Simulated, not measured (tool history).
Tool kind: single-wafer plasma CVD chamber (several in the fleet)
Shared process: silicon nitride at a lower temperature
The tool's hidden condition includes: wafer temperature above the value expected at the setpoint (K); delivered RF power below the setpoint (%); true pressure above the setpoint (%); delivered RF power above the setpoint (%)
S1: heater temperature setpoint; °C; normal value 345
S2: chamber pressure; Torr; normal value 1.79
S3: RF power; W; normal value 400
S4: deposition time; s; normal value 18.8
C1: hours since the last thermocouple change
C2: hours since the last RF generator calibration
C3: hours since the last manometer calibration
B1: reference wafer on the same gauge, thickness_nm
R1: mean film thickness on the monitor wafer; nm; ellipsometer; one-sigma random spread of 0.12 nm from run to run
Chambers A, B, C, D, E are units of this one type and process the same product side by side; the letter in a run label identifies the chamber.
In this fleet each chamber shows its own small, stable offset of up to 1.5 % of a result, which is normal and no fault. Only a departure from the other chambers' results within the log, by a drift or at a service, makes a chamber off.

Run 1B, day 0.304: usual settings; C1 669.7; C2 1175.3; C3 570.1; B1 25.005. Result: R1 27.525 nm.
Run 2C, day 0.704: usual settings; C1 179.7; C2 74; C3 116.2; B1 24.967. Result: R1 27.323 nm.
Run 3D, day 0.925: usual settings; C1 410.1; C2 284.6; C3 271.8; B1 24.97. Result: R1 27.758 nm.
Run 4A, day 1.158: usual settings; C1 2363.5; C2 743.4; C3 855.8; B1 24.991. Result: R1 27.07 nm.
Run 5E, day 1.496: usual settings; C1 2077.5; C2 1566.8; C3 732.2; B1 24.997. Result: R1 27.215 nm.
Run 6A, day 1.704: usual settings; C1 2376.6; C2 756.5; C3 868.9; B1 24.999. Result: R1 26.998 nm.
Run 7B, day 1.946: usual settings; C1 709.1; C2 1214.7; C3 609.5; B1 24.968. Result: R1 27.379 nm.
At day 2.004: chamber E: thermocouple changed; heater temperature recalibrated.
Run 8D, day 2.296: usual settings but S2 1.39 Torr, S3 325 W; C1 443; C2 317.5; C3 304.7; B1 24.983. Result: R1 22.821 nm.
Run 9C, day 2.658: usual settings but S2 1.39 Torr, S3 325 W; C1 226.6; C2 120.9; C3 163.1; B1 24.981. Result: R1 22.372 nm.
Run 10E, day 2.854: usual settings but S2 1.39 Torr, S3 325 W; C1 20.4; C2 1599.4; C3 764.8; B1 25.025. Result: R1 22.633 nm.
Run 11B, day 3.054: usual settings but S2 1.39 Torr, S3 325 W; C1 735.7; C2 1241.3; C3 636.1; B1 25.008. Result: R1 22.338 nm.
Run 12A, day 3.238: usual settings but S2 1.39 Torr, S3 325 W; C1 2413.4; C2 793.3; C3 905.7; B1 25.044. Result: R1 22.106 nm.
Run 13C, day 3.633: usual settings; C1 250; C2 144.3; C3 186.5; B1 25.005. Result: R1 27.335 nm.
At day 3.65: chamber B: RF generator calibrated.
Run 14D, day 3.846: usual settings but S4 16.6 s; C1 480.2; C2 354.7; C3 341.9; B1 24.986. Result: R1 24.604 nm.
Run 15E, day 4.258: usual settings but S4 16.6 s; C1 54.1; C2 1633.1; C3 798.5; B1 25.007. Result: R1 24.455 nm.
Run 16D, day 4.542: usual settings but S4 16.6 s; C1 496.9; C2 371.4; C3 358.6; B1 24.977. Result: R1 24.509 nm.
Run 17A, day 4.721: usual settings but S4 16.6 s; C1 2449; C2 828.9; C3 941.3; B1 25.013. Result: R1 23.728 nm.
Run 18B, day 5.125: usual settings but S4 16.6 s; C1 785.4; C2 35.5; C3 685.8; B1 24.993. Result: R1 24.293 nm.
Run 19E, day 5.35: usual settings; C1 80.3; C2 1659.3; C3 824.7; B1 24.954. Result: R1 27.62 nm.
Run 20C, day 5.567: usual settings; C1 296.4; C2 190.7; C3 232.9; B1 25.018. Result: R1 27.281 nm.
Run 21A, day 5.762: usual settings; C1 2474; C2 853.9; C3 966.3; B1 24.992. Result: R1 26.805 nm.
Run 22E, day 6.117: usual settings; C1 98.7; C2 1677.7; C3 843.1; B1 24.997. Result: R1 27.517 nm.
Run 23D, day 6.325: usual settings; C1 539.7; C2 414.2; C3 401.4; B1 25.015. Result: R1 27.877 nm.
Run 24B, day 6.738: usual settings but S1 338 °C, S4 16.9 s; C1 824.1; C2 74.2; C3 724.5; B1 25.007. Result: R1 24.715 nm.
Run 25C, day 7.004: usual settings but S1 338 °C, S4 16.9 s; C1 330.9; C2 225.2; C3 267.4; B1 24.981. Result: R1 24.74 nm.
Run 26B, day 7.192: usual settings but S1 338 °C, S4 16.9 s; C1 835; C2 85.1; C3 735.4; B1 25.019. Result: R1 24.993 nm.
Run 27E, day 7.396: usual settings but S1 338 °C, S4 16.9 s; C1 129.4; C2 1708.4; C3 873.8; B1 24.969. Result: R1 24.901 nm.
Run 28D, day 7.746: usual settings but S1 338 °C, S4 16.9 s; C1 573.8; C2 448.3; C3 435.5; B1 25. Result: R1 25.19 nm.
Run 29A, day 8.117: usual settings but S1 359 °C, S4 17.2 s; C1 2530.5; C2 910.4; C3 1022.8; B1 25.014. Result: R1 24.141 nm.
Run 30C, day 8.308: usual settings but S1 359 °C, S4 17.2 s; C1 362.2; C2 256.5; C3 298.7; B1 25.022. Result: R1 24.883 nm.
Run 31D, day 8.592: usual settings but S1 359 °C, S4 17.2 s; C1 594.1; C2 468.6; C3 455.8; B1 24.999. Result: R1 25.368 nm.
Run 32B, day 8.975: usual settings but S1 359 °C, S4 17.2 s; C1 877.8; C2 127.9; C3 778.2; B1 25.002. Result: R1 25.048 nm.
Run 33A, day 9.292: usual settings but S1 359 °C, S4 17.2 s; C1 2558.7; C2 938.6; C3 1051; B1 25.018. Result: R1 23.739 nm.
Run 34C, day 9.492: usual settings; C1 390.6; C2 284.9; C3 327.1; B1 25.011. Result: R1 27.215 nm.
Run 35E, day 9.8: usual settings; C1 187.1; C2 1766.1; C3 931.5; B1 25.028. Result: R1 27.463 nm.

All chambers now run identical settings, listed one chamber a line with results as question marks. What results will each chamber show?
Run 36A, day 10.096: usual settings. Result: R1 ?.
Run 36B, day 10.096: usual settings. Result: R1 ?.
Run 36C, day 10.096: usual settings. Result: R1 ?.
Run 36D, day 10.096: usual settings. Result: R1 ?.
Run 36E, day 10.096: usual settings. Result: R1 ?.

run      R1
36A  25.899
36B  27.538
36C  27.534
36D  27.667
36E   27.29

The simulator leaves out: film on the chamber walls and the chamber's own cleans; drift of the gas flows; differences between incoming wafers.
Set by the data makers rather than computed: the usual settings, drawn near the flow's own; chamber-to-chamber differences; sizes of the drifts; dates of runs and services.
